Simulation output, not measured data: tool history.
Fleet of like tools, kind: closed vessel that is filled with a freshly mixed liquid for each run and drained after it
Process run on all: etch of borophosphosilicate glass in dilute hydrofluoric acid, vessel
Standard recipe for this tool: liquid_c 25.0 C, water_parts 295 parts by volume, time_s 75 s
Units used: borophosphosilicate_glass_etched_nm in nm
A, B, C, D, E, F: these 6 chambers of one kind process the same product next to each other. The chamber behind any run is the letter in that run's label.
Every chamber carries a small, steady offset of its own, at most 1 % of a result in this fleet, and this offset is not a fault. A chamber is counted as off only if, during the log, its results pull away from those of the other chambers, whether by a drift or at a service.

| run | hour | liquid_c | water_parts | time_s | hours since the thermometer was replaced | hours since the hydrofluoric acid flow meter was replaced | read-back film thickness of the borophosphosilicate glass reference wafer, read on the same gauge (nm) | borophosphosilicate_glass_etched_nm |
|---|---|---|---|---|---|---|---|---|
| 1D | 5.7 | 25.0 | 295 | 75 | 143.3 | 1459.1 | 40.007 | 13.934 |
| 2B | 12.0 | 25.0 | 295 | 75 | 904.7 | 611.8 | 39.980 | 13.721 |
| 3A | 20.0 | 25.0 | 295 | 75 | 1925.4 | 1716.0 | 40.001 | 13.784 |
| 4E | 24.4 | 25.0 | 295 | 75 | 245.6 | 580.4 | 39.990 | 14.095 |
| 5C | 31.3 | 29.5 | 190 | 75 | 421.6 | 85.3 | 39.995 | 28.252 |
| 6F | 36.0 | 29.5 | 190 | 75 | 193.2 | 546.6 | 39.995 | 27.752 |
| 7D | 43.4 | 29.5 | 190 | 75 | 181.0 | 1496.8 | 39.957 | 28.129 |
| 8F | 47.6 | 29.5 | 190 | 75 | 204.8 | 558.2 | 40.009 | 28.075 |
| 9A | 56.1 | 29.5 | 190 | 75 | 1961.5 | 1752.1 | 40.007 | 28.428 |
| 10C | 62.7 | 29.5 | 190 | 75 | 453.0 | 116.7 | 40.008 | 28.475 |
| 11B | 67.7 | 25.0 | 295 | 75 | 960.4 | 667.5 | 39.994 | 13.980 |
| 12E | 72.3 | 25.0 | 295 | 75 | 293.5 | 628.3 | 39.974 | 14.130 |
| 13E | 80.1 | 25.0 | 295 | 75 | 301.3 | 636.1 | 39.982 | 13.820 |
| 14F | 88.2 | 25.0 | 295 | 75 | 245.4 | 598.8 | 39.992 | 13.875 |
| 15B | 93.3 | 25.0 | 295 | 75 | 986.0 | 693.1 | 39.960 | 14.025 |
| 16D | 97.7 | 25.0 | 175 | 30 | 235.3 | 1551.1 | 40.010 | 10.492 |
| 17A | 104.7 | 25.0 | 175 | 30 | 2010.1 | 1800.7 | 40.025 | 10.672 |
| 18C | 113.1 | 25.0 | 175 | 30 | 503.4 | 167.1 | 39.981 | 10.790 |
| 19C | 118.1 | 25.0 | 175 | 30 | 508.4 | 172.1 | 40.005 | 10.732 |
| 20D | 125.8 | 25.0 | 175 | 30 | 263.4 | 1579.2 | 40.012 | 10.536 |
| 21B | 130.7 | 25.0 | 175 | 30 | 1023.4 | 730.5 | 40.015 | 10.980 |
| 22F | 137.4 | 25.0 | 295 | 75 | 294.6 | 648.0 | 40.014 | 13.730 |
| 23E | 141.3 | 25.0 | 295 | 75 | 362.5 | 697.3 | 40.007 | 14.006 |
| 24A | 147.1 | 25.0 | 295 | 75 | 2052.5 | 1843.1 | 40.009 | 13.883 |
| 25E | 153.1 | 20.5 | 295 | 75 | 374.3 | 709.1 | 39.991 | 11.812 |
| 26F | 159.8 | 20.5 | 295 | 75 | 317.0 | 670.4 | 39.980 | 11.754 |
|  | 162.7 | chamber B: thermometer replaced |
| 27C | 164.7 | 20.5 | 295 | 75 | 555.0 | 218.7 | 39.976 | 11.715 |
| 28B | 173.3 | 20.5 | 295 | 75 | 10.6 | 773.1 | 40.013 | 12.410 |
|  | 174.0 | chamber D: hydrofluoric acid flow meter replaced |
| 29D | 178.9 | 20.5 | 295 | 75 | 316.5 | 4.9 | 40.034 | 11.701 |
| 30A | 187.3 | 20.5 | 295 | 75 | 2092.7 | 1883.3 | 39.999 | 11.810 |
| 31D | 192.5 | 25.0 | 295 | 75 | 330.1 | 18.5 | 40.000 | 14.115 |
| 32A | 200.8 | 25.0 | 295 | 75 | 2106.2 | 1896.8 | 40.025 | 13.977 |
| 33E | 209.1 | 25.0 | 295 | 75 | 430.3 | 765.1 | 40.026 | 14.013 |
| 34B | 213.4 | 25.0 | 295 | 75 | 50.7 | 813.2 | 40.008 | 14.572 |
| 35F | 221.3 | 25.0 | 295 | 75 | 378.5 | 731.9 | 40.042 | 14.071 |
| 36C | 227.9 | 25.0 | 295 | 75 | 618.2 | 281.9 | 40.008 | 13.616 |

Next, all 6 chambers run the settings below, one line each with question marks for the results. What does each chamber give?
| 37A | 234.1 | 25.0 | 295 | 55 |  |  |  | ? |
| 37B | 234.1 | 25.0 | 295 | 55 |  |  |  | ? |
| 37C | 234.1 | 25.0 | 295 | 55 |  |  |  | ? |
| 37D | 234.1 | 25.0 | 295 | 55 |  |  |  | ? |
| 37E | 234.1 | 25.0 | 295 | 55 |  |  |  | ? |
| 37F | 234.1 | 25.0 | 295 | 55 |  |  |  | ? |

| run | borophosphosilicate_glass_etched_nm |
|---|---|
| 37A | 10.169 |
| 37B | 10.840 |
| 37C | 10.181 |
| 37D | 10.194 |
| 37E | 10.376 |
| 37F | 10.138 |
